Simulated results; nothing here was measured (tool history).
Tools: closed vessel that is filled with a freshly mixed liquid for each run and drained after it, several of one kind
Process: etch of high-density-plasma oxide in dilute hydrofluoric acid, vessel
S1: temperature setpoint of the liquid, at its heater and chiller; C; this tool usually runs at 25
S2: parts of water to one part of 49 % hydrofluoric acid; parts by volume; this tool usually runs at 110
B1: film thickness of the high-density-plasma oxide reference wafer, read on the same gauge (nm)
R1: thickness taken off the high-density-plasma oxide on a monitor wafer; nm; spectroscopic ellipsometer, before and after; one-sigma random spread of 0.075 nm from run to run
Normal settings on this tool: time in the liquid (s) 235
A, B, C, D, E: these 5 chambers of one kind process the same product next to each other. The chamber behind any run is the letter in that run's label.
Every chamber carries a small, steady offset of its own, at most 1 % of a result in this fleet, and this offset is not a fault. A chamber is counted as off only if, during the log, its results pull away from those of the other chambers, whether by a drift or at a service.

Run 1E, hour 6: usual settings; B1 100. Result: R1 11.332 nm.
At hour 7.3: chamber E: hydrofluoric acid flow meter replaced.
Run 2B, hour 9.7: usual settings; B1 99.985. Result: R1 11.28 nm.
Run 3D, hour 15.6: usual settings; B1 99.998. Result: R1 11.386 nm.
Run 4A, hour 20.5: usual settings; B1 99.978. Result: R1 11.24 nm.
Run 5C, hour 24: usual settings; B1 100.01. Result: R1 11.291 nm.
Run 6D, hour 29: usual settings; B1 99.997. Result: R1 11.241 nm.
Run 7C, hour 32.3: usual settings; B1 99.972. Result: R1 11.199 nm.
Run 8A, hour 35.5: usual settings; B1 99.986. Result: R1 11.294 nm.
Run 9E, hour 40.1: usual settings but S2 55 parts by volume, time in the liquid (s) 300; B1 100.02. Result: R1 31.168 nm.
Run 10B, hour 45: usual settings but S2 55 parts by volume, time in the liquid (s) 300; B1 100.01. Result: R1 31.236 nm.
Run 11D, hour 48.4: usual settings but S2 55 parts by volume, time in the liquid (s) 300; B1 100. Result: R1 30.123 nm.
Run 12E, hour 51.8: usual settings but S2 55 parts by volume, time in the liquid (s) 300; B1 99.966. Result: R1 30.898 nm.
Run 13C, hour 57.4: usual settings but S2 55 parts by volume, time in the liquid (s) 300; B1 100.02. Result: R1 30.889 nm.
Run 14A, hour 62.6: usual settings; B1 99.999. Result: R1 11.3 nm.
Run 15B, hour 66.4: usual settings; B1 99.991. Result: R1 11.395 nm.
Run 16D, hour 72.8: usual settings; B1 99.989. Result: R1 11.372 nm.
At hour 75.2: chamber D: hydrofluoric acid flow meter replaced.
Run 17B, hour 76.6: usual settings; B1 99.984. Result: R1 11.532 nm.
Run 18A, hour 80.9: usual settings but S1 21.5 C; B1 99.998. Result: R1 9.7611 nm.
Run 19E, hour 85.4: usual settings but S1 21.5 C; B1 100. Result: R1 9.8062 nm.
Run 20C, hour 88.9: usual settings but S1 21.5 C; B1 100.03. Result: R1 9.8767 nm.
Run 21B, hour 95.3: usual settings but S1 21.5 C; B1 99.982. Result: R1 10.189 nm.
Run 22C, hour 98.3: usual settings but S1 21.5 C; B1 99.979. Result: R1 9.8263 nm.
Run 23E, hour 103.8: usual settings; B1 100.02. Result: R1 11.358 nm.
Run 24A, hour 107.8: usual settings; B1 100.02. Result: R1 11.385 nm.
Run 25D, hour 114.2: usual settings but S1 29.5 C, time in the liquid (s) 155; B1 99.966. Result: R1 8.8222 nm.
Run 26D, hour 119.9: usual settings but S1 29.5 C, time in the liquid (s) 155; B1 99.996. Result: R1 8.7964 nm.
Run 27E, hour 126: usual settings but S1 29.5 C, time in the liquid (s) 155; B1 99.977. Result: R1 8.7799 nm.
Run 28A, hour 129.6: usual settings but S1 29.5 C, time in the liquid (s) 155; B1 99.984. Result: R1 8.7763 nm.
Run 29B, hour 133.4: usual settings but S1 29.5 C, time in the liquid (s) 155; B1 99.985. Result: R1 9.2127 nm.
At hour 133.5: chamber A: thermometer replaced.
Run 30C, hour 138.1: usual settings; B1 99.969. Result: R1 11.353 nm.
Run 31E, hour 143.7: usual settings but S1 27.5 C, S2 55 parts by volume; B1 100.01. Result: R1 26.345 nm.
Run 32D, hour 148.7: usual settings but S1 27.5 C, S2 55 parts by volume; B1 99.974. Result: R1 26.548 nm.
Run 33B, hour 153.5: usual settings but S1 27.5 C, S2 55 parts by volume; B1 100. Result: R1 28.433 nm.
Run 34A, hour 157.1: usual settings but S1 27.5 C, S2 55 parts by volume; B1 100. Result: R1 26.432 nm.
Run 35C, hour 163.5: usual settings but S1 27.5 C, S2 55 parts by volume; B1 100.01. Result: R1 26.566 nm.
Run 36E, hour 167.8: usual settings; B1 99.986. Result: R1 11.364 nm.
Run 37A, hour 173.1: usual settings; B1 100.02. Result: R1 11.237 nm.
At hour 173.9: chamber C: thermometer replaced.
Run 38B, hour 178.6: usual settings; B1 100. Result: R1 12.194 nm.
Run 39C, hour 181.9: usual settings but S1 21 C, time in the liquid (s) 175; B1 99.98. Result: R1 7.1591 nm.
Run 40D, hour 186.1: usual settings but S1 21 C, time in the liquid (s) 175; B1 99.983. Result: R1 7.1737 nm.
Run 41A, hour 191.4: usual settings but S1 21 C, time in the liquid (s) 175; B1 99.994. Result: R1 7.1605 nm.
Run 42C, hour 197.4: usual settings but S1 21 C, time in the liquid (s) 175; B1 100.01. Result: R1 7.1703 nm.
Run 43B, hour 203.1: usual settings but S1 21 C, time in the liquid (s) 175; B1 100.01. Result: R1 7.8046 nm.
Run 44E, hour 208.1: usual settings; B1 99.978. Result: R1 11.462 nm.

Next, every chamber runs the same settings. What will each give?
Run 45A, hour 212.8: usual settings. Result: R1 ?.
Run 45B, hour 212.8: usual settings. Result: R1 ?.
Run 45C, hour 212.8: usual settings. Result: R1 ?.
Run 45D, hour 212.8: usual settings. Result: R1 ?.
Run 45E, hour 212.8: usual settings. Result: R1 ?.

run      R1
45A  11.312
45B  12.145
45C  11.346
45D  11.126
45E  11.342

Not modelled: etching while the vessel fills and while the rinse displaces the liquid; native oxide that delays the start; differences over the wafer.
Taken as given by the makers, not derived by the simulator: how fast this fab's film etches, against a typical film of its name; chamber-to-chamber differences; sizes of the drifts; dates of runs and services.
